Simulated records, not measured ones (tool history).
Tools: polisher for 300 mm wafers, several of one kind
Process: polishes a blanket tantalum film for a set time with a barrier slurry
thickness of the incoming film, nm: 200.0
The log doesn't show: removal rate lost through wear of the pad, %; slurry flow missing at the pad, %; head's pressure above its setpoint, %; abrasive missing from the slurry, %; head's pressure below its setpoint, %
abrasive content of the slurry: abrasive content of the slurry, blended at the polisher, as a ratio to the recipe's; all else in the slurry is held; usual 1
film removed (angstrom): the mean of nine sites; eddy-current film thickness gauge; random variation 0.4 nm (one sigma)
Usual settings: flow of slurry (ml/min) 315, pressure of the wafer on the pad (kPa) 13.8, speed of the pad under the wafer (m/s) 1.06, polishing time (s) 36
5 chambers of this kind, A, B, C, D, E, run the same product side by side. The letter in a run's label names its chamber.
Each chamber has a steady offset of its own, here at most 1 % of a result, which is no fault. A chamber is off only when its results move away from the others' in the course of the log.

run,day,flow of slurry (ml/min),pressure of the wafer on the pad (kPa),speed of the pad under the wafer (m/s),abrasive content of the slurry,polishing time (s),wafers polished on this pad,hours since the slurry nozzle was cleaned,hours since the head pressure was calibrated,hours since the slurry blender was calibrated,film removed (angstrom)
# day 0.104: chamber E: worn pad replaced by a new one
1A,0.621,315,13.8,1.06,1,36,410,517.8,698.8,110.3,580.66
# day 0.629: chamber C: worn pad replaced by a new one
# day 0.854: chamber B: worn pad replaced by a new one
# day 1.133: chamber A: slurry nozzle cleaned
2B,1.175,315,13.8,1.06,1,36,108,400.3,78.8,302,573.19
3D,1.512,315,13.8,1.06,1,36,651,63,127.9,303.5,569.2
4C,2.1,315,13.8,1.06,1,36,492,69,154.6,353,565.07
5E,2.542,315,17.9,1.06,1.1,36,814,188.6,136.9,240.2,771.99
6B,2.817,315,17.9,1.06,1.1,36,656,439.7,118.2,341.4,758.09
# day 3.192: chamber D: worn pad replaced by a new one
# day 3.292: chamber E: slurry nozzle cleaned
# day 3.312: chamber A: worn pad replaced by a new one
7A,3.396,315,17.9,1.06,1.1,36,28,54.4,765.4,176.9,773.72
# day 3.546: chamber E: worn pad replaced by a new one
8C,3.908,315,17.9,1.06,1.1,36,1096,112.4,198,396.4,766.83
# day 4.079: chamber D: slurry blender recalibrated
# day 4.217: chamber B: slurry blender recalibrated
# day 4.45: chamber B: worn pad replaced by a new one
9D,4.458,315,17.9,1.06,1.1,36,423,133.7,198.6,9.2,760.3
# day 4.746: chamber C: slurry blender recalibrated
# day 4.825: chamber C: worn pad replaced by a new one
10E,4.925,315,17.9,1.06,1,27,461,39.2,194.1,297.4,556.38
11A,5.488,315,17.9,1.06,1,27,727,104.6,815.6,227.1,555.16
12D,6.096,315,17.9,1.06,1,27,970,173,237.9,48.5,565.06
13E,6.658,315,17.9,1.06,1,27,1040,80.8,235.7,339,563.37
# day 6.746: chamber D: worn pad replaced by a new one
# day 6.804: chamber E: worn pad replaced by a new one
# day 7.154: chamber A: worn pad replaced by a new one
14B,7.246,315,17.9,1.06,1,27,934,546,224.5,72.7,554.18
15C,7.625,315,13.8,1.06,1,36,936,201.6,287.2,69.2,566.64
# day 7.967: chamber B: worn pad replaced by a new one
16B,8.125,315,13.8,1.06,1,36,53,567.1,245.6,93.8,568
# day 8.208: chamber C: worn pad replaced by a new one
17A,8.408,315,13.8,1.06,1,36,419,174.7,885.7,297.2,575.75
# day 8.625: chamber D: head pressure recalibrated
18E,8.938,315,13.8,1.06,1,36,714,135.5,290.4,393.7,561.77
# day 9.042: chamber A: slurry blender recalibrated
19C,9.421,315,13.8,1.06,1,36,405,244.7,330.3,112.3,567.31
20D,9.717,315,13.8,1.06,1,36,993,259.9,26.2,135.4,579.73
21D,10.1,315,13.8,1.06,1,40,1121,269.1,35.4,144.6,640.59
# day 10.5: chamber D: worn pad replaced by a new one
22C,10.529,315,13.8,1.06,1,40,776,271.3,356.9,138.9,628.54
# day 10.621: chamber E: worn pad replaced by a new one
23E,10.808,315,13.8,1.06,1,40,62,180.4,335.3,438.6,612.13
# day 10.917: chamber E: head pressure recalibrated
# day 11.362: chamber A: worn pad replaced by a new one
24A,11.375,315,13.8,1.06,1,40,4,245.9,956.9,56,646.2
# day 11.833: chamber C: worn pad replaced by a new one
25B,11.954,315,13.8,1.06,1,40,1333,659,337.5,185.7,630.76
# day 12.058: chamber B: worn pad replaced by a new one
26C,12.55,315,13.8,1.06,1,36,239,319.8,405.4,187.4,575.31
# day 12.892: chamber B: head pressure recalibrated
# day 12.933: chamber E: slurry nozzle cleaned
27E,13.071,315,13.8,1.06,1,36,818,3.4,51.8,492.9,554.4
28D,13.646,315,13.8,1.06,1,36,1052,354.2,120.5,229.7,567.59
# day 13.762: chamber E: worn pad replaced by a new one
29B,14.142,315,13.8,1.06,1,36,696,711.5,30.1,238.2,570.93
# day 14.258: chamber D: worn pad replaced by a new one
30A,14.492,315,13.8,1.06,1,36,1045,320.7,1031.7,130.8,579.58
31D,15.05,315,13.8,1.06,1,36,264,387.9,154.2,263.4,574.39
32B,15.533,315,13.8,1.06,1,36,1161,744.9,63.5,271.6,565.76
# day 15.671: chamber A: worn pad replaced by a new one
# day 15.729: chamber C: worn pad replaced by a new one
33E,15.883,315,13.8,1.06,1,36,709,70.9,119.3,560.4,543.13
# day 15.912: chamber B: slurry nozzle cleaned
# day 16.088: chamber B: worn pad replaced by a new one
34A,16.362,315,13.8,1.06,1,36,232,365.6,1076.6,175.7,573.09
35C,16.883,315,13.8,1.06,1,36,385,423.8,509.4,291.4,574.29
# day 17.2: chamber D: slurry blender recalibrated
36E,17.412,315,13.8,1.06,1,36,1220,107.6,156,597.1,540.87
# day 17.658: chamber D: worn pad replaced by a new one
37D,17.842,315,13.8,1.06,1,36,61,454.9,221.2,15.4,569.51
38B,18.296,315,13.8,1.06,1,36,739,57.3,129.8,337.9,572.5

Is one chamber off against the others, does the gauge drift, or is nothing wrong? If a chamber is off, say which, and what the likeliest cause is.

Chamber E drifts away from the others.
Cause: abrasive missing from the slurry, % = 20.5.

Here are 4 candidates for chamber E's next run, each the usual settings with a change, their results left as question marks. Which one brings its results back in line with what the others give on the usual settings?
In line means no further than this from the other chambers' mean on the usual settings: film removed (angstrom) 14
39E-1,18.746,315,13.8,1.12,1,36,,,,,?
39E-2,18.746,315,13.8,1.02,1,35,,,,,?
39E-3,18.746,315,13.8,1.08,1,36,,,,,?
39E-4,18.746,315,13.8,1.04,1,36,,,,,?

The other chambers' mean on the usual settings: film removed (angstrom) 572.8
run,film removed (angstrom)
39E-1,567.71
39E-2,501.96
39E-3,547.14
39E-4,526.58
39E-1 brings the chamber back in line.
